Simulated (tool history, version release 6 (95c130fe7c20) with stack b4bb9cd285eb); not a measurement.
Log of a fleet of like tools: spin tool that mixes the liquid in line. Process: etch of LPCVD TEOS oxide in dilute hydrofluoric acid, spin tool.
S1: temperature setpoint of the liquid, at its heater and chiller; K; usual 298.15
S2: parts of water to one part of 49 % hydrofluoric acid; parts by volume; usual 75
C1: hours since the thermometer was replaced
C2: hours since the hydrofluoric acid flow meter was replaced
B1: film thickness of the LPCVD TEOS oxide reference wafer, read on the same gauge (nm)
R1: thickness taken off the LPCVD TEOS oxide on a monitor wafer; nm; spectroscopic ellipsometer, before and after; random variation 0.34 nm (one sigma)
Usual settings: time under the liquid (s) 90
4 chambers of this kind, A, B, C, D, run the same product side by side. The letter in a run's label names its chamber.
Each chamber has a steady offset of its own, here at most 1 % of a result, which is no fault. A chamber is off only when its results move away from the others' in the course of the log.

{"run": "1B", "hour": 3.4, "S1": 298.15, "S2": 75, "time under the liquid (s)": 90, "C1": 317.1, "C2": 309.8, "B1": 99.997, "R1": 35.847}
{"run": "2D", "hour": 8.3, "S1": 298.15, "S2": 75, "time under the liquid (s)": 90, "C1": 711.4, "C2": 242, "B1": 99.979, "R1": 34.854}
{"run": "3C", "hour": 12.6, "S1": 298.15, "S2": 75, "time under the liquid (s)": 90, "C1": 1144.2, "C2": 652.7, "B1": 99.997, "R1": 34.77}
{"run": "4A", "hour": 17.3, "S1": 298.15, "S2": 75, "time under the liquid (s)": 90, "C1": 490.5, "C2": 30.1, "B1": 99.989, "R1": 35.525}
{"run": "5C", "hour": 19.9, "S1": 298.15, "S2": 75, "time under the liquid (s)": 65, "C1": 1151.5, "C2": 660, "B1": 99.999, "R1": 24.93}
{"run": "6A", "hour": 22.0, "S1": 298.15, "S2": 75, "time under the liquid (s)": 65, "C1": 495.2, "C2": 34.8, "B1": 100.02, "R1": 25.545}
{"run": "7D", "hour": 26.2, "S1": 298.15, "S2": 75, "time under the liquid (s)": 65, "C1": 729.3, "C2": 259.9, "B1": 99.997, "R1": 25.705}
{"run": "8B", "hour": 28.6, "S1": 298.15, "S2": 75, "time under the liquid (s)": 65, "C1": 342.3, "C2": 335, "B1": 100.01, "R1": 25.798}
{"run": "9A", "hour": 31.7, "S1": 298.15, "S2": 75, "time under the liquid (s)": 90, "C1": 504.9, "C2": 44.5, "B1": 99.999, "R1": 34.97}
{"run": "10C", "hour": 35.3, "S1": 298.15, "S2": 75, "time under the liquid (s)": 90, "C1": 1166.9, "C2": 675.4, "B1": 100.03, "R1": 35.574}
{"run": "11B", "hour": 37.9, "S1": 298.15, "S2": 75, "time under the liquid (s)": 90, "C1": 351.6, "C2": 344.3, "B1": 99.995, "R1": 35.551}
{"run": "12D", "hour": 42.9, "S1": 298.15, "S2": 75, "time under the liquid (s)": 90, "C1": 746, "C2": 276.6, "B1": 99.996, "R1": 35.428}
{"run": "13C", "hour": 46.0, "S1": 298.15, "S2": 75, "time under the liquid (s)": 90, "C1": 1177.6, "C2": 686.1, "B1": 99.986, "R1": 35.172}
{"run": "14D", "hour": 49.2, "S1": 300.65, "S2": 75, "time under the liquid (s)": 65, "C1": 752.3, "C2": 282.9, "B1": 99.993, "R1": 28.281}
{"run": "15A", "hour": 54.0, "S1": 300.65, "S2": 75, "time under the liquid (s)": 65, "C1": 527.2, "C2": 66.8, "B1": 99.96, "R1": 28.535}
{"run": "16B", "hour": 58.2, "S1": 300.65, "S2": 75, "time under the liquid (s)": 65, "C1": 371.9, "C2": 364.6, "B1": 99.995, "R1": 27.632}
{"run": "17A", "hour": 61.0, "S1": 300.65, "S2": 75, "time under the liquid (s)": 65, "C1": 534.2, "C2": 73.8, "B1": 100.01, "R1": 28.233}
{"run": "18C", "hour": 63.3, "S1": 298.15, "S2": 75, "time under the liquid (s)": 90, "C1": 1194.9, "C2": 703.4, "B1": 99.99, "R1": 35.525}
{"run": "19B", "hour": 68.2, "S1": 298.15, "S2": 75, "time under the liquid (s)": 90, "C1": 381.9, "C2": 374.6, "B1": 100.02, "R1": 34.417}
{"run": "20D", "hour": 70.6, "S1": 302.65, "S2": 75, "time under the liquid (s)": 90, "C1": 773.7, "C2": 304.3, "B1": 100.01, "R1": 41.62}
{"run": "21C", "hour": 74.0, "S1": 302.65, "S2": 75, "time under the liquid (s)": 90, "C1": 1205.6, "C2": 714.1, "B1": 99.992, "R1": 42.274}
{"run": "22B", "hour": 77.3, "S1": 302.65, "S2": 75, "time under the liquid (s)": 90, "C1": 391, "C2": 383.7, "B1": 99.999, "R1": 40.972}
{"run": "23D", "hour": 81.9, "S1": 302.65, "S2": 75, "time under the liquid (s)": 90, "C1": 785, "C2": 315.6, "B1": 99.991, "R1": 42.673}
{"run": "24A", "hour": 86.2, "S1": 298.15, "S2": 75, "time under the liquid (s)": 90, "C1": 559.4, "C2": 99, "B1": 100, "R1": 35.705}
{"run": "25D", "hour": 89.7, "S1": 298.15, "S2": 75, "time under the liquid (s)": 90, "C1": 792.8, "C2": 323.4, "B1": 100, "R1": 35.857}
{"run": "26B", "hour": 93.5, "S1": 298.15, "S2": 75, "time under the liquid (s)": 90, "C1": 407.2, "C2": 399.9, "B1": 99.985, "R1": 34.055}
{"run": "27A", "hour": 97.7, "S1": 298.15, "S2": 75, "time under the liquid (s)": 90, "C1": 570.9, "C2": 110.5, "B1": 100.02, "R1": 34.51}
{"run": "28C", "hour": 101.8, "S1": 298.15, "S2": 75, "time under the liquid (s)": 90, "C1": 1233.4, "C2": 741.9, "B1": 100.02, "R1": 35.392}
{"run": "29B", "hour": 105.8, "S1": 302.65, "S2": 75, "time under the liquid (s)": 110, "C1": 419.5, "C2": 412.2, "B1": 100.01, "R1": 49.275}
{"run": "30A", "hour": 110.5, "S1": 302.65, "S2": 75, "time under the liquid (s)": 110, "C1": 583.7, "C2": 123.3, "B1": 99.976, "R1": 50.613}
{"run": "31D", "hour": 115.0, "S1": 302.65, "S2": 75, "time under the liquid (s)": 110, "C1": 818.1, "C2": 348.7, "B1": 99.998, "R1": 52.195}
{"run": "32C", "hour": 118.0, "S1": 302.65, "S2": 75, "time under the liquid (s)": 110, "C1": 1249.6, "C2": 758.1, "B1": 100, "R1": 51.173}
{"run": "33C", "hour": 122.0, "S1": 298.15, "S2": 75, "time under the liquid (s)": 90, "C1": 1253.6, "C2": 762.1, "B1": 100.01, "R1": 35.431}
{"run": "34B", "hour": 124.2, "S1": 298.15, "S2": 90, "time under the liquid (s)": 90, "C1": 437.9, "C2": 430.6, "B1": 99.998, "R1": 27.442}
{"run": "35A", "hour": 127.0, "S1": 298.15, "S2": 90, "time under the liquid (s)": 90, "C1": 600.2, "C2": 139.8, "B1": 99.978, "R1": 28.626}
{"run": "36D", "hour": 131.3, "S1": 298.15, "S2": 90, "time under the liquid (s)": 90, "C1": 834.4, "C2": 365, "B1": 100.02, "R1": 28.998}
{"run": "37C", "hour": 135.4, "S1": 298.15, "S2": 90, "time under the liquid (s)": 90, "C1": 1267, "C2": 775.5, "B1": 100.02, "R1": 28.727}
{"run": "38A", "hour": 139.7, "S1": 298.15, "S2": 75, "time under the liquid (s)": 90, "C1": 612.9, "C2": 152.5, "B1": 99.995, "R1": 35.848}
{"run": "39D", "hour": 143.3, "S1": 298.15, "S2": 75, "time under the liquid (s)": 90, "C1": 846.4, "C2": 377, "B1": 100.02, "R1": 35.383}
{"run": "40B", "hour": 146.9, "S1": 298.15, "S2": 75, "time under the liquid (s)": 90, "C1": 460.6, "C2": 453.3, "B1": 99.988, "R1": 33.062}
{"run": "41B", "hour": 150.8, "S1": 295.65, "S2": 105, "time under the liquid (s)": 90, "C1": 464.5, "C2": 457.2, "B1": 99.981, "R1": 20.696}
{"run": "42D", "hour": 155.0, "S1": 295.65, "S2": 105, "time under the liquid (s)": 90, "C1": 858.1, "C2": 388.7, "B1": 100, "R1": 22.007}

Is one chamber off against the others, does the gauge drift, or is nothing wrong? If a chamber is off, say which, and what the likeliest cause is.

Chamber B drifts away from the others.
Cause: liquid colder than its thermometer reads (K) = 2.09.
The log may not tell that from: hydrofluoric acid flow below the setpoint (%).

Here are 4 candidates for chamber B's next run, each the usual settings with a change, their results left as question marks. Which one brings its results back in line with what the others give on the usual settings?
In line means no further than this from the other chambers' mean on the usual settings: R1 1.2 nm
{"run": "43B-1", "hour": 158.5, "S1": 298.15, "S2": 85, "time under the liquid (s)": 90, "R1": "?"}
{"run": "43B-2", "hour": 158.5, "S1": 298.65, "S2": 75, "time under the liquid (s)": 100, "R1": "?"}
{"run": "43B-3", "hour": 158.5, "S1": 300.15, "S2": 75, "time under the liquid (s)": 90, "R1": "?"}
{"run": "43B-4", "hour": 158.5, "S1": 298.15, "S2": 80, "time under the liquid (s)": 90, "R1": "?"}

The other chambers' mean on the usual settings: R1 35.161 nm
run=43B-1 R1=28.405
run=43B-2 R1=36.981
run=43B-3 R1=35.343
run=43B-4 R1=30.373
43B-3 brings the chamber back in line.
